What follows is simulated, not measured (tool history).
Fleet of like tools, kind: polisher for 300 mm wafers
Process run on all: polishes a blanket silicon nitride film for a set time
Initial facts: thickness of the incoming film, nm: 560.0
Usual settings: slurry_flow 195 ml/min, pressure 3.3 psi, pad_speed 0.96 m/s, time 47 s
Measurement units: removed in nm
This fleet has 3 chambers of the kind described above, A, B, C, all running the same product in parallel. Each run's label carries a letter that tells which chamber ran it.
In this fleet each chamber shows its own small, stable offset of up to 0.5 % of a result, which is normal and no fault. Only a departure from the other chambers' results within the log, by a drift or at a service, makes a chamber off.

Run 1B, hour 10.5: usual settings. Result: removed 64.357 nm.
Run 2A, hour 21.8: usual settings. Result: removed 64.407 nm.
At hour 26.0: chamber C: worn pad replaced by a new one.
Run 3C, hour 28.5: usual settings. Result: removed 62.498 nm.
At hour 30.3: chamber A: worn pad replaced by a new one.
Run 4C, hour 37.7: usual settings. Result: removed 63.448 nm.
Run 5A, hour 48.7: usual settings. Result: removed 64.236 nm.
Run 6B, hour 55.3: usual settings. Result: removed 64.713 nm.
Run 7C, hour 63.6: usual settings. Result: removed 64.057 nm.
Run 8B, hour 73.1: usual settings. Result: removed 63.144 nm.
At hour 77.7: chamber C: slurry nozzle cleaned.
At hour 79.6: chamber C: worn pad replaced by a new one.
Run 9A, hour 82.4: usual settings. Result: removed 63.312 nm.
Run 10A, hour 91.2: usual settings. Result: removed 64.005 nm.
Run 11C, hour 98.2: usual settings. Result: removed 65.593 nm.
Run 12B, hour 106.8: usual settings. Result: removed 62.576 nm.
Run 13C, hour 116.9: usual settings. Result: removed 64.218 nm.
Run 14B, hour 131.4: usual settings. Result: removed 61.619 nm.
At hour 134.0: chamber A: worn pad replaced by a new one.
Run 15A, hour 138.1: usual settings. Result: removed 64.277 nm.
At hour 140.1: chamber C: worn pad replaced by a new one.
Run 16C, hour 152.5: usual settings. Result: removed 63.176 nm.
Run 17B, hour 162.4: usual settings. Result: removed 61.590 nm.
Run 18A, hour 173.8: usual settings. Result: removed 63.345 nm.
Run 19B, hour 188.4: usual settings. Result: removed 60.797 nm.
Run 20A, hour 198.2: usual settings. Result: removed 61.926 nm.
At hour 205.0: chamber C: worn pad replaced by a new one.
Run 21C, hour 206.9: usual settings. Result: removed 64.780 nm.
Run 22B, hour 221.5: usual settings but slurry_flow 235 ml/min. Result: removed 60.723 nm.
At hour 223.7: chamber A: worn pad replaced by a new one.
Run 23A, hour 236.0: usual settings but slurry_flow 235 ml/min. Result: removed 64.019 nm.
Run 24C, hour 246.5: usual settings but slurry_flow 235 ml/min. Result: removed 64.072 nm.
At hour 247.4: chamber A: slurry nozzle cleaned.
Run 25C, hour 253.9: usual settings. Result: removed 63.685 nm.
Run 26B, hour 263.0: usual settings. Result: removed 59.248 nm.
At hour 263.5: chamber C: worn pad replaced by a new one.
Run 27A, hour 274.4: usual settings but pad_speed 1.20 m/s, time 57 s. Result: removed 91.267 nm.
Run 28B, hour 289.0: usual settings but pad_speed 1.20 m/s, time 57 s. Result: removed 84.111 nm.
Run 29C, hour 299.1: usual settings but pad_speed 1.20 m/s, time 57 s. Result: removed 93.955 nm.

Read the log: is a single chamber off, either drifting away or since a service, is the gauge that measures every chamber drifting, or is nothing wrong beyond small per-chamber offsets? Name any odd chamber and what most likely caused it.

One chamber, B, drifts off from the rest bit by bit.
Likeliest cause: removal rate lost through wear of the pad, % = 11.8.
The log may not separate it from: head's pressure below its setpoint, %.

Chamber B could run next with any of the 4 candidate recipes listed below; each alters the usual settings, and their results appear as question marks. Which one brings its results back in line with what the other chambers deliver on the usual settings?
To be in line, a result may differ from the other chambers' mean on the usual settings by at most: removed 2.900 nm
Run 30B-1, hour 309.7: usual settings but slurry_flow 190 ml/min, pressure 2.9 psi, pad_speed 0.88 m/s, time 43 s. Result: removed ?.
Run 30B-2, hour 309.7: usual settings but slurry_flow 205 ml/min, time 61 s. Result: removed ?.
Run 30B-3, hour 309.7: usual settings but pad_speed 0.90 m/s, time 43 s. Result: removed ?.
Run 30B-4, hour 309.7: usual settings but pressure 3.5 psi, time 50 s. Result: removed ?.

What the other chambers average on the usual settings: removed 63.882 nm
  run  removed
30B-1   41.888
30B-2   73.139
30B-3   48.677
30B-4   63.154
30B-4 puts the chamber back in line with the other chambers.

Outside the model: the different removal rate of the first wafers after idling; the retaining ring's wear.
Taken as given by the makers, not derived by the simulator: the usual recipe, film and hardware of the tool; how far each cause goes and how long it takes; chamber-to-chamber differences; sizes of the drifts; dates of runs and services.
